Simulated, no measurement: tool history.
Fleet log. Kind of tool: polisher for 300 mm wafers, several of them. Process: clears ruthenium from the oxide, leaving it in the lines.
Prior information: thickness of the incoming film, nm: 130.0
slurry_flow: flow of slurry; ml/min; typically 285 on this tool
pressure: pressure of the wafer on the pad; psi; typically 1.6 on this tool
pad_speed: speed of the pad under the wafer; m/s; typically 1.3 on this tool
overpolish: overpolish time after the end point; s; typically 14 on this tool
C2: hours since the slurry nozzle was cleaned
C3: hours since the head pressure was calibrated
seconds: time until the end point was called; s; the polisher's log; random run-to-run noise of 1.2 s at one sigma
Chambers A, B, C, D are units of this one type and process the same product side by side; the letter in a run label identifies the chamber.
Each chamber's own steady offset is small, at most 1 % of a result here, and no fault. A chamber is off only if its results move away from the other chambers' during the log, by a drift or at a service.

run 1B day=0.117 | slurry_flow=285 pressure=1.6 pad_speed=1.3 overpolish=14 | wafers_polished_on_this_pad=1043 C2=601.1 C3=24.3 | seconds=99.475
run 2A day=0.229 | slurry_flow=285 pressure=1.6 pad_speed=1.3 overpolish=14 | wafers_polished_on_this_pad=886 C2=469.1 C3=86.4 | seconds=98.992
run 3D day=0.346 | slurry_flow=285 pressure=1.6 pad_speed=1.3 overpolish=14 | wafers_polished_on_this_pad=515 C2=369.0 C3=209.1 | seconds=99.190
run 4C day=0.467 | slurry_flow=285 pressure=1.6 pad_speed=1.3 overpolish=14 | wafers_polished_on_this_pad=630 C2=294.3 C3=491.4 | seconds=101.260
run 5B day=0.600 | slurry_flow=285 pressure=1.6 pad_speed=1.3 overpolish=14 | wafers_polished_on_this_pad=1118 C2=612.7 C3=35.9 | seconds=99.160
run 6C day=0.712 | slurry_flow=285 pressure=1.6 pad_speed=1.3 overpolish=14 | wafers_polished_on_this_pad=668 C2=300.2 C3=497.3 | seconds=101.310
-- day=0.775 chamber D: worn pad replaced by a new one
run 7A day=0.938 | slurry_flow=285 pressure=1.6 pad_speed=1.3 overpolish=14 | wafers_polished_on_this_pad=996 C2=486.1 C3=103.4 | seconds=99.332
run 8D day=1.129 | slurry_flow=285 pressure=1.6 pad_speed=1.3 overpolish=14 | wafers_polished_on_this_pad=55 C2=387.8 C3=227.9 | seconds=101.130
run 9D day=1.258 | slurry_flow=375 pressure=1.6 pad_speed=1.3 overpolish=9 | wafers_polished_on_this_pad=75 C2=390.9 C3=231.0 | seconds=98.242
run 10A day=1.450 | slurry_flow=375 pressure=1.6 pad_speed=1.3 overpolish=9 | wafers_polished_on_this_pad=1075 C2=498.4 C3=115.7 | seconds=98.249
run 11B day=1.621 | slurry_flow=375 pressure=1.6 pad_speed=1.3 overpolish=9 | wafers_polished_on_this_pad=1276 C2=637.2 C3=60.4 | seconds=98.384
run 12C day=1.729 | slurry_flow=375 pressure=1.6 pad_speed=1.3 overpolish=9 | wafers_polished_on_this_pad=825 C2=324.6 C3=521.7 | seconds=100.260
run 13A day=1.933 | slurry_flow=285 pressure=1.6 pad_speed=1.3 overpolish=14 | wafers_polished_on_this_pad=1150 C2=510.0 C3=127.3 | seconds=98.792
run 14C day=2.108 | slurry_flow=285 pressure=2.0 pad_speed=1.3 overpolish=14 | wafers_polished_on_this_pad=884 C2=333.7 C3=530.8 | seconds=81.752
run 15B day=2.212 | slurry_flow=285 pressure=2.0 pad_speed=1.3 overpolish=14 | wafers_polished_on_this_pad=1368 C2=651.4 C3=74.6 | seconds=81.566
-- day=2.242 chamber C: worn pad replaced by a new one
run 16D day=2.362 | slurry_flow=285 pressure=2.0 pad_speed=1.3 overpolish=14 | wafers_polished_on_this_pad=246 C2=417.4 C3=257.5 | seconds=81.017
run 17B day=2.462 | slurry_flow=285 pressure=2.0 pad_speed=1.3 overpolish=14 | wafers_polished_on_this_pad=1407 C2=657.4 C3=80.6 | seconds=81.365
-- day=2.629 chamber A: worn pad replaced by a new one
run 18D day=2.658 | slurry_flow=285 pressure=1.6 pad_speed=1.3 overpolish=14 | wafers_polished_on_this_pad=292 C2=424.5 C3=264.6 | seconds=98.681
-- day=2.738 chamber B: slurry nozzle cleaned
run 19C day=2.858 | slurry_flow=285 pressure=1.6 pad_speed=1.3 overpolish=14 | wafers_polished_on_this_pad=96 C2=351.7 C3=548.8 | seconds=104.050
-- day=2.912 chamber B: worn pad replaced by a new one
run 20A day=2.979 | slurry_flow=285 pressure=1.6 pad_speed=1.3 overpolish=14 | wafers_polished_on_this_pad=54 C2=535.1 C3=152.4 | seconds=100.060
run 21C day=3.179 | slurry_flow=285 pressure=1.6 pad_speed=1.3 overpolish=14 | wafers_polished_on_this_pad=146 C2=359.4 C3=556.5 | seconds=100.550
run 22A day=3.371 | slurry_flow=285 pressure=1.6 pad_speed=1.3 overpolish=14 | wafers_polished_on_this_pad=115 C2=544.5 C3=161.8 | seconds=100.180
run 23B day=3.538 | slurry_flow=285 pressure=1.6 pad_speed=1.3 overpolish=14 | wafers_polished_on_this_pad=97 C2=19.2 C3=106.4 | seconds=98.185
run 24D day=3.708 | slurry_flow=285 pressure=1.6 pad_speed=1.3 overpolish=14 | wafers_polished_on_this_pad=455 C2=449.7 C3=289.8 | seconds=101.670
run 25C day=3.888 | slurry_flow=340 pressure=1.6 pad_speed=1.3 overpolish=14 | wafers_polished_on_this_pad=256 C2=376.4 C3=573.5 | seconds=100.350
run 26B day=4.050 | slurry_flow=340 pressure=1.6 pad_speed=1.3 overpolish=14 | wafers_polished_on_this_pad=176 C2=31.5 C3=118.7 | seconds=101.540
run 27D day=4.229 | slurry_flow=340 pressure=1.6 pad_speed=1.3 overpolish=14 | wafers_polished_on_this_pad=536 C2=462.2 C3=302.3 | seconds=98.158
run 28A day=4.396 | slurry_flow=340 pressure=1.6 pad_speed=1.3 overpolish=14 | wafers_polished_on_this_pad=274 C2=569.1 C3=186.4 | seconds=99.448
-- day=4.504 chamber D: worn pad replaced by a new one
run 29D day=4.546 | slurry_flow=285 pressure=1.6 pad_speed=1.3 overpolish=14 | wafers_polished_on_this_pad=6 C2=469.8 C3=309.9 | seconds=101.510
run 30B day=4.671 | slurry_flow=285 pressure=1.6 pad_speed=1.3 overpolish=14 | wafers_polished_on_this_pad=273 C2=46.4 C3=133.6 | seconds=101.570
run 31C day=4.850 | slurry_flow=285 pressure=1.6 pad_speed=1.3 overpolish=14 | wafers_polished_on_this_pad=405 C2=399.5 C3=596.6 | seconds=101.220
run 32A day=4.979 | slurry_flow=285 pressure=1.6 pad_speed=1.3 overpolish=14 | wafers_polished_on_this_pad=364 C2=583.1 C3=200.4 | seconds=98.484
run 33C day=5.204 | slurry_flow=285 pressure=1.6 pad_speed=1.3 overpolish=14 | wafers_polished_on_this_pad=460 C2=408.0 C3=605.1 | seconds=100.670
run 34B day=5.383 | slurry_flow=285 pressure=1.6 pad_speed=1.3 overpolish=14 | wafers_polished_on_this_pad=383 C2=63.5 C3=150.7 | seconds=98.480
run 35A day=5.508 | slurry_flow=285 pressure=1.6 pad_speed=1.3 overpolish=14 | wafers_polished_on_this_pad=447 C2=595.8 C3=213.1 | seconds=100.300
run 36D day=5.667 | slurry_flow=340 pressure=1.6 pad_speed=1.3 overpolish=14 | wafers_polished_on_this_pad=180 C2=496.7 C3=336.8 | seconds=97.569
run 37C day=5.817 | slurry_flow=340 pressure=1.6 pad_speed=1.3 overpolish=14 | wafers_polished_on_this_pad=555 C2=422.7 C3=619.8 | seconds=99.137
run 38B day=5.967 | slurry_flow=340 pressure=1.6 pad_speed=1.3 overpolish=14 | wafers_polished_on_this_pad=474 C2=77.5 C3=164.7 | seconds=98.694
-- day=6.067 chamber D: head pressure recalibrated
run 39A day=6.200 | slurry_flow=340 pressure=1.6 pad_speed=1.3 overpolish=14 | wafers_polished_on_this_pad=554 C2=612.4 C3=229.7 | seconds=97.760
run 40D day=6.321 | slurry_flow=285 pressure=1.6 pad_speed=1.3 overpolish=14 | wafers_polished_on_this_pad=281 C2=512.4 C3=6.2 | seconds=102.080
run 41C day=6.512 | slurry_flow=285 pressure=1.6 pad_speed=1.3 overpolish=14 | wafers_polished_on_this_pad=663 C2=439.4 C3=636.5 | seconds=100.030
run 42D day=6.729 | slurry_flow=250 pressure=1.6 pad_speed=1.3 overpolish=14 | wafers_polished_on_this_pad=345 C2=522.2 C3=16.0 | seconds=101.510
run 43A day=6.908 | slurry_flow=250 pressure=1.6 pad_speed=1.3 overpolish=14 | wafers_polished_on_this_pad=664 C2=629.4 C3=246.7 | seconds=101.720

Predict what each chamber gives when all 4 of them run the settings below next.
run 44A day=7.075 | slurry_flow=285 pressure=1.6 pad_speed=1.3 overpolish=14 | seconds=?
run 44B day=7.075 | slurry_flow=285 pressure=1.6 pad_speed=1.3 overpolish=14 | seconds=?
run 44C day=7.075 | slurry_flow=285 pressure=1.6 pad_speed=1.3 overpolish=14 | seconds=?
run 44D day=7.075 | slurry_flow=285 pressure=1.6 pad_speed=1.3 overpolish=14 | seconds=?

run=44A seconds=101.080
run=44B seconds=101.940
run=44C seconds=100.450
run=44D seconds=101.060
